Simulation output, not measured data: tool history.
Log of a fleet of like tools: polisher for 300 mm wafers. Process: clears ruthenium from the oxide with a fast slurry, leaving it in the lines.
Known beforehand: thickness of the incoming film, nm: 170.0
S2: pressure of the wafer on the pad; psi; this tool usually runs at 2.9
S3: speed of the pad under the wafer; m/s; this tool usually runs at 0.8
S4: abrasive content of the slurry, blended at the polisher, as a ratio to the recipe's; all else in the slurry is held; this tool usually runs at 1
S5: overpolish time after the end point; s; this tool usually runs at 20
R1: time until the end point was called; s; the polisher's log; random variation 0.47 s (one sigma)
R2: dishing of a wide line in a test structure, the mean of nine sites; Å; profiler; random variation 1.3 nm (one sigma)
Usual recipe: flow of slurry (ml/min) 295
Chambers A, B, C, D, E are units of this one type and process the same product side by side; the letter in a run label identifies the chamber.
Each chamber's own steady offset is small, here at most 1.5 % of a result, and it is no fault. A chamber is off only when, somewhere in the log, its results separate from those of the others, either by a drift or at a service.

{"run": "1D", "hour": 8.4, "flow of slurry (ml/min)": 295, "S2": 2.9, "S3": 0.8, "S4": 1, "S5": 20, "R1": 44.36, "R2": 599.59}
{"hour": 8.6, "done": "chamber D: worn pad replaced by a new one"}
{"run": "2B", "hour": 15.0, "flow of slurry (ml/min)": 295, "S2": 2.9, "S3": 0.8, "S4": 1, "S5": 20, "R1": 45.396, "R2": 614.98}
{"run": "3C", "hour": 22.3, "flow of slurry (ml/min)": 295, "S2": 2.9, "S3": 0.8, "S4": 1, "S5": 20, "R1": 45.342, "R2": 614.23}
{"hour": 22.7, "done": "chamber D: slurry blender recalibrated"}
{"run": "4A", "hour": 29.3, "flow of slurry (ml/min)": 295, "S2": 2.9, "S3": 0.8, "S4": 1, "S5": 20, "R1": 45.288, "R2": 592.89}
{"run": "5E", "hour": 36.6, "flow of slurry (ml/min)": 295, "S2": 2.9, "S3": 0.8, "S4": 1, "S5": 20, "R1": 46.098, "R2": 606.75}
{"run": "6E", "hour": 42.1, "flow of slurry (ml/min)": 295, "S2": 2.9, "S3": 0.8, "S4": 1, "S5": 20, "R1": 45.811, "R2": 597.3}
{"run": "7C", "hour": 48.7, "flow of slurry (ml/min)": 295, "S2": 2.9, "S3": 0.8, "S4": 1, "S5": 20, "R1": 44.815, "R2": 630.52}
{"hour": 54.9, "done": "chamber B: worn pad replaced by a new one"}
{"run": "8A", "hour": 55.6, "flow of slurry (ml/min)": 295, "S2": 2.9, "S3": 0.8, "S4": 1, "S5": 20, "R1": 45.304, "R2": 610.28}
{"hour": 60.5, "done": "chamber C: slurry blender recalibrated"}
{"run": "9D", "hour": 61.9, "flow of slurry (ml/min)": 295, "S2": 2.9, "S3": 0.8, "S4": 1, "S5": 20, "R1": 45.07, "R2": 590.9}
{"hour": 63.6, "done": "chamber B: slurry nozzle cleaned"}
{"hour": 65.0, "done": "chamber E: worn pad replaced by a new one"}
{"run": "10B", "hour": 71.1, "flow of slurry (ml/min)": 295, "S2": 2.9, "S3": 0.8, "S4": 1, "S5": 20, "R1": 45.396, "R2": 599.73}
{"hour": 72.5, "done": "chamber C: worn pad replaced by a new one"}
{"run": "11C", "hour": 76.4, "flow of slurry (ml/min)": 295, "S2": 2.9, "S3": 0.8, "S4": 1, "S5": 20, "R1": 44.439, "R2": 625.2}
{"hour": 78.0, "done": "chamber A: worn pad replaced by a new one"}
{"run": "12B", "hour": 81.8, "flow of slurry (ml/min)": 295, "S2": 2.9, "S3": 0.8, "S4": 1, "S5": 20, "R1": 44.734, "R2": 597.71}
{"run": "13A", "hour": 87.5, "flow of slurry (ml/min)": 295, "S2": 2.9, "S3": 0.8, "S4": 1, "S5": 20, "R1": 46.081, "R2": 586.64}
{"run": "14E", "hour": 96.3, "flow of slurry (ml/min)": 295, "S2": 2.9, "S3": 0.8, "S4": 1, "S5": 20, "R1": 45.288, "R2": 605.34}
{"hour": 97.4, "done": "chamber A: slurry nozzle cleaned"}
{"run": "15D", "hour": 103.9, "flow of slurry (ml/min)": 295, "S2": 2.9, "S3": 0.8, "S4": 1, "S5": 20, "R1": 45.148, "R2": 613.05}
{"hour": 105.5, "done": "chamber D: head pressure recalibrated"}
{"hour": 107.4, "done": "chamber B: slurry blender recalibrated"}
{"run": "16B", "hour": 110.5, "flow of slurry (ml/min)": 295, "S2": 2.9, "S3": 0.8, "S4": 1, "S5": 20, "R1": 44.265, "R2": 607.11}
{"run": "17C", "hour": 115.1, "flow of slurry (ml/min)": 295, "S2": 2.9, "S3": 0.8, "S4": 1, "S5": 20, "R1": 44.024, "R2": 601.33}
{"hour": 121.6, "done": "chamber D: worn pad replaced by a new one"}
{"run": "18D", "hour": 123.4, "flow of slurry (ml/min)": 295, "S2": 2.9, "S3": 0.8, "S4": 1, "S5": 20, "R1": 42.037, "R2": 639.92}
{"run": "19E", "hour": 132.7, "flow of slurry (ml/min)": 295, "S2": 2.9, "S3": 0.8, "S4": 1, "S5": 20, "R1": 45.81, "R2": 622.75}
{"run": "20A", "hour": 140.5, "flow of slurry (ml/min)": 295, "S2": 2.9, "S3": 0.8, "S4": 1, "S5": 20, "R1": 46.148, "R2": 589.16}
{"run": "21E", "hour": 147.1, "flow of slurry (ml/min)": 295, "S2": 2.9, "S3": 0.8, "S4": 1, "S5": 20, "R1": 45.36, "R2": 595.25}
{"hour": 155.4, "done": "chamber B: head pressure recalibrated"}
{"run": "22C", "hour": 155.9, "flow of slurry (ml/min)": 235, "S2": 2.9, "S3": 1.04, "S4": 1, "S5": 20, "R1": 35.193, "R2": 754.46}
{"run": "23A", "hour": 161.4, "flow of slurry (ml/min)": 235, "S2": 2.9, "S3": 1.04, "S4": 1, "S5": 20, "R1": 35.363, "R2": 759.02}
{"run": "24D", "hour": 168.5, "flow of slurry (ml/min)": 235, "S2": 2.9, "S3": 1.04, "S4": 1, "S5": 20, "R1": 33.654, "R2": 774.89}
{"hour": 169.6, "done": "chamber A: worn pad replaced by a new one"}
{"run": "25B", "hour": 177.6, "flow of slurry (ml/min)": 235, "S2": 2.9, "S3": 1.04, "S4": 1, "S5": 20, "R1": 36.011, "R2": 743.51}
{"run": "26B", "hour": 182.1, "flow of slurry (ml/min)": 235, "S2": 2.9, "S3": 1.04, "S4": 1, "S5": 20, "R1": 35.763, "R2": 738.01}
{"hour": 184.6, "done": "chamber E: slurry blender recalibrated"}
{"run": "27A", "hour": 187.7, "flow of slurry (ml/min)": 295, "S2": 2.9, "S3": 0.8, "S4": 1, "S5": 20, "R1": 44.567, "R2": 607.19}
{"run": "28E", "hour": 194.0, "flow of slurry (ml/min)": 295, "S2": 2.9, "S3": 0.8, "S4": 1, "S5": 20, "R1": 45.142, "R2": 614.43}
{"hour": 201.9, "done": "chamber C: worn pad replaced by a new one"}
{"run": "29C", "hour": 203.3, "flow of slurry (ml/min)": 295, "S2": 2.9, "S3": 0.8, "S4": 1, "S5": 20, "R1": 44.234, "R2": 590.11}
{"hour": 203.9, "done": "chamber E: worn pad replaced by a new one"}
{"run": "30D", "hour": 208.8, "flow of slurry (ml/min)": 295, "S2": 2.9, "S3": 0.8, "S4": 1.25, "S5": 20, "R1": 38.072, "R2": 730.01}
{"run": "31E", "hour": 217.3, "flow of slurry (ml/min)": 295, "S2": 2.9, "S3": 0.8, "S4": 1.25, "S5": 20, "R1": 41.075, "R2": 644.72}

Is one chamber off against the others, does the gauge drift, or is nothing wrong? If a chamber is off, say which, and what the likeliest cause is.

A service on chamber D put it out of line with the rest.
Likeliest cause: head's pressure above its setpoint, % = 7.41.

Here are 4 candidates for chamber D's next run, each the usual settings with a change, their results left as question marks. Which one brings its results back in line with what the others give on the usual settings?
In-line tolerance around the mean of the other chambers on the usual settings: R1 1.6 s; R2 45 Å
{"run": "32D-1", "hour": 224.3, "flow of slurry (ml/min)": 295, "S2": 2.7, "S3": 0.74, "S4": 1, "S5": 20, "R1": "?", "R2": "?"}
{"run": "32D-2", "hour": 224.3, "flow of slurry (ml/min)": 295, "S2": 3.1, "S3": 0.86, "S4": 1, "S5": 20, "R1": "?", "R2": "?"}
{"run": "32D-3", "hour": 224.3, "flow of slurry (ml/min)": 295, "S2": 3, "S3": 0.82, "S4": 1, "S5": 20, "R1": "?", "R2": "?"}
{"run": "32D-4", "hour": 224.3, "flow of slurry (ml/min)": 295, "S2": 2.8, "S3": 0.78, "S4": 1, "S5": 20, "R1": "?", "R2": "?"}

The mean the other chambers reach with the usual settings: R1 45.261 s; R2 606 Å
run=32D-1 R1=48.864 R2=563.93
run=32D-2 R1=36.694 R2=723.78
run=32D-3 R1=39.742 R2=675.86
run=32D-4 R1=44.736 R2=609.64
32D-4 brings the chamber back in line.
